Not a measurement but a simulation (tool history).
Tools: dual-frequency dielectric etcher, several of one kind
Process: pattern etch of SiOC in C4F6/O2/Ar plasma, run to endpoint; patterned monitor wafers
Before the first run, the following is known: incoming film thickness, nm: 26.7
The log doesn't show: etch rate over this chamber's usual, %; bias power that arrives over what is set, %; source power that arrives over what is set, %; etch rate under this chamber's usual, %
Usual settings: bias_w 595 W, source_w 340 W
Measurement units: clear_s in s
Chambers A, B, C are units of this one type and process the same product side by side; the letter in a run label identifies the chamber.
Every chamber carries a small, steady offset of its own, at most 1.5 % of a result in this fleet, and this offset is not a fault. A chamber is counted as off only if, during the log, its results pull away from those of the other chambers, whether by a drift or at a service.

| run | day | bias_w | source_w | hours since the last wet clean | hours since the last bias power generator calibration | hours since the last source power generator calibration | clear_s |
|---|---|---|---|---|---|---|---|
| 1B | 0.308 | 595 | 340 | 569.3 | 3587.3 | 702.2 | 9.0367 |
| 2C | 0.696 | 595 | 340 | 181.7 | 3125.8 | 981.3 | 8.8082 |
| 3A | 1.100 | 595 | 340 | 132.9 | 1857.1 | 277.3 | 8.7957 |
| 4C | 1.350 | 595 | 340 | 197.4 | 3141.5 | 997.0 | 8.8742 |
| 5A | 1.688 | 595 | 340 | 147.0 | 1871.2 | 291.4 | 8.8132 |
| 6B | 1.967 | 709 | 390 | 609.1 | 3627.1 | 742.0 | 7.9615 |
| 7C | 2.362 | 709 | 390 | 221.7 | 3165.8 | 1021.3 | 7.9217 |
| 8A | 2.683 | 709 | 390 | 170.9 | 1895.1 | 315.3 | 7.8622 |
| 9B | 2.942 | 595 | 340 | 632.5 | 3650.5 | 765.4 | 8.9187 |
| 10B | 3.304 | 595 | 340 | 641.2 | 3659.2 | 774.1 | 8.9727 |
| 11A | 3.512 | 595 | 340 | 190.8 | 1915.0 | 335.2 | 8.8558 |
| 12C | 3.712 | 595 | 340 | 254.1 | 3198.2 | 1053.7 | 8.9401 |
| 13C | 3.921 | 595 | 340 | 259.1 | 3203.2 | 1058.7 | 8.8116 |
| 14B | 4.200 | 595 | 340 | 662.7 | 3680.7 | 795.6 | 8.9374 |
| 15A | 4.467 | 595 | 340 | 213.7 | 1937.9 | 358.1 | 8.7857 |
| 16A | 4.792 | 595 | 340 | 221.5 | 1945.7 | 365.9 | 8.8193 |
| 17C | 5.100 | 595 | 280 | 287.4 | 3231.5 | 1087.0 | 9.5873 |
| 18B | 5.496 | 595 | 280 | 693.8 | 3711.8 | 826.7 | 9.6595 |
| 19A | 5.867 | 595 | 280 | 247.3 | 1971.5 | 391.7 | 9.3165 |
| 20B | 6.062 | 595 | 340 | 707.4 | 3725.4 | 840.3 | 8.9479 |
| 21C | 6.262 | 595 | 340 | 315.3 | 3259.4 | 1114.9 | 8.9242 |
| 22B | 6.538 | 494 | 340 | 718.8 | 3736.8 | 851.7 | 9.6531 |
|  | 6.871 | chamber B: wet clean of the chamber |
| 23A | 6.908 | 494 | 340 | 272.3 | 1996.5 | 416.7 | 9.3480 |
| 24C | 7.304 | 494 | 340 | 340.3 | 3284.4 | 1139.9 | 9.5984 |
| 25C | 7.600 | 595 | 340 | 347.4 | 3291.5 | 1147.0 | 8.9186 |
| 26A | 7.812 | 595 | 340 | 294.0 | 2018.2 | 438.4 | 8.7028 |
| 27B | 8.104 | 595 | 340 | 29.7 | 3774.4 | 889.3 | 8.9789 |
| 28A | 8.379 | 496 | 380 | 307.6 | 2031.8 | 452.0 | 8.9334 |
| 29B | 8.758 | 496 | 380 | 45.4 | 3790.1 | 905.0 | 9.1972 |
| 30C | 9.138 | 496 | 380 | 384.3 | 3328.4 | 1183.9 | 9.1829 |
| 31C | 9.533 | 595 | 340 | 393.8 | 3337.9 | 1193.4 | 8.8142 |
| 32A | 9.912 | 595 | 340 | 344.4 | 2068.6 | 488.8 | 8.6254 |
| 33B | 10.108 | 595 | 340 | 77.8 | 3822.5 | 937.4 | 9.0081 |
| 34B | 10.421 | 595 | 340 | 85.3 | 3830.0 | 944.9 | 8.9454 |
| 35A | 10.662 | 595 | 340 | 362.4 | 2086.6 | 506.8 | 8.5390 |
| 36C | 10.892 | 595 | 340 | 426.4 | 3370.5 | 1226.0 | 8.9005 |
|  | 10.967 | chamber A: bias power generator calibrated |
| 37B | 11.188 | 595 | 340 | 103.7 | 3848.4 | 963.3 | 9.0061 |
| 38A | 11.558 | 595 | 340 | 383.9 | 14.3 | 528.3 | 8.5085 |
| 39C | 11.804 | 595 | 340 | 448.3 | 3392.4 | 1247.9 | 8.9098 |
| 40A | 12.050 | 595 | 340 | 395.7 | 26.1 | 540.1 | 8.5025 |
| 41B | 12.408 | 595 | 340 | 133.0 | 3877.7 | 992.6 | 8.9711 |

Is one chamber off against the others, does the gauge drift, or is nothing wrong? If a chamber is off, say which, and what the likeliest cause is.

Little by little, chamber A moves away from the other chambers.
Cause: etch rate over this chamber's usual, % = 4.96.

Below are 4 candidate recipes for chamber A's next run, each the usual settings with a change, their results shown as question marks. Which of them brings A's results back in line with what the other chambers give on the usual settings?
In-line tolerance around the mean of the other chambers on the usual settings: clear_s 0.1400 s
| 42A-1 | 12.700 | 595 | 400 |  |  |  | ? |
| 42A-2 | 12.700 | 677 | 380 |  |  |  | ? |
| 42A-3 | 12.700 | 518 | 300 |  |  |  | ? |
| 42A-4 | 12.700 | 595 | 290 |  |  |  | ? |

The mean the other chambers reach with the usual settings: clear_s 8.9300 s
| run | clear_s |
|---|---|
| 42A-1 | 7.9191 |
| 42A-2 | 7.6808 |
| 42A-3 | 9.2609 |
| 42A-4 | 8.8966 |
With 42A-4, the chamber falls back in line with the rest.
